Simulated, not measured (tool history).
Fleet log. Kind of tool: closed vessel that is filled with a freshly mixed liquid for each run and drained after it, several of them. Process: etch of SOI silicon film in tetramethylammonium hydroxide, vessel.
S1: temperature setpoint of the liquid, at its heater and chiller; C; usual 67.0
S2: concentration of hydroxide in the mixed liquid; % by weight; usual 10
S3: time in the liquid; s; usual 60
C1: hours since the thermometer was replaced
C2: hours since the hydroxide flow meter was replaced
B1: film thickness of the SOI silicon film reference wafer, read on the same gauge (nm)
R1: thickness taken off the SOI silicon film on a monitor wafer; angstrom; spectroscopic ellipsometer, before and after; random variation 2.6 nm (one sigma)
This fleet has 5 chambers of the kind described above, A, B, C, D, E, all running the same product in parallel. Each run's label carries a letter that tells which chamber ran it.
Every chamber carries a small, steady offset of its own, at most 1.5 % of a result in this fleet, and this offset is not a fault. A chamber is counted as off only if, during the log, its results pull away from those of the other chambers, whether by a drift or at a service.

run   hour    S1  S2  S3      C1      C2      B1      R1
 1E   12.9  67.0  10  60  1445.9   870.7  69.973  3561.0
 2A   20.2  67.0  10  60   199.6   861.6  69.992  3528.0
 3C   33.5  67.0  10  60   299.5  1040.6  69.984  3554.8
 4B   42.0  67.0  10  60   495.0   272.3  69.974  3618.7
 5D   53.6  67.0  10  60   674.3   255.2  69.988  3576.4
 6B   60.4  67.0  10  60   513.4   290.7  70.029  3615.1
 7C   70.0  67.0  10  60   336.0  1077.1  70.026  3519.3
 8E   77.9  67.0  10  60  1510.9   935.7  70.007  3612.4
 9A   84.6  72.5  10  95   264.0   926.0  70.009  7709.6
10D   98.6  72.5  10  95   719.3   300.2  69.954  7725.4
11B  106.0  72.5  10  95   559.0   336.3  70.042  7908.3
12A  117.3  72.5  10  95   296.7   958.7  70.012  7733.8
13C  127.2  72.5  10  95   393.2  1134.3  70.006  7738.5
14E  137.3  67.0  10  60  1570.3   995.1  70.029  3505.8
15D  148.6  67.0  10  60   769.3   350.2  70.004  3555.3
16B  159.0  67.0  10  60   612.0   389.3  70.032  3636.6
17E  174.0  67.0  10  60  1607.0  1031.8  70.020  3541.3
18D  181.7  67.0  10  60   802.4   383.3  69.999  3581.1
19A  191.6  67.0  10  60   371.0  1033.0  70.017  3532.2
20C  200.2  67.0   8  60   466.2  1207.3  69.986  3906.3
21B  214.5  67.0   8  60   667.5   444.8  69.976  3902.9
22C  225.0  67.0   8  60   491.0  1232.1  69.997  3840.9
23A  233.7  67.0   8  60   413.1  1075.1  70.015  3826.5
24E  245.5  67.0   8  60  1678.5  1103.3  69.963  3794.9
25D  252.8  67.0  10  60   873.5   454.4  69.992  3523.2
26A  265.8  67.0  10  60   445.2  1107.2  70.000  3621.6
27E  277.0  67.0  10  60  1710.0  1134.8  70.021  3567.0
     281.0  -- chamber A: hydroxide flow meter replaced
28B  285.0  67.0  10  60   738.0   515.3  69.988  3642.1
     296.9  -- chamber D: hydroxide flow meter replaced
29C  299.6  67.0  10  60   565.6  1306.7  69.998  3545.6
30D  311.3  67.0  10  60   932.0    14.4  70.006  3479.2
31D  319.0  67.0  10  60   939.7    22.1  69.965  3464.3
32C  330.4  67.0  10  60   596.4  1337.5  70.009  3567.3
33E  341.9  67.0  10  60  1774.9  1199.7  69.999  3568.6
34A  349.0  67.0  10  95   528.4    68.1  70.005  5627.7
35B  362.5  67.0  10  95   815.5   592.8  69.983  5743.3
36E  371.6  67.0  10  95  1804.6  1229.4  70.036  5571.2
37B  385.5  67.0  10  95   838.5   615.8  70.027  5734.6
38D  395.0  67.0  10  95  1015.7    98.1  69.997  5472.7
39A  402.0  67.0  10  60   581.4   121.1  70.003  3566.7
40C  412.3  67.0  10  60   678.3  1419.4  69.975  3562.1

For the next run the whole fleet of 5 chambers uses the same settings. Give each chamber's results:
41A  423.3  67.0  10  60               ?
41B  423.3  67.0  10  60               ?
41C  423.3  67.0  10  60               ?
41D  423.3  67.0  10  60               ?
41E  423.3  67.0  10  60               ?

run      R1
41A  3582.0
41B  3648.1
41C  3554.2
41D  3462.2
41E  3560.9

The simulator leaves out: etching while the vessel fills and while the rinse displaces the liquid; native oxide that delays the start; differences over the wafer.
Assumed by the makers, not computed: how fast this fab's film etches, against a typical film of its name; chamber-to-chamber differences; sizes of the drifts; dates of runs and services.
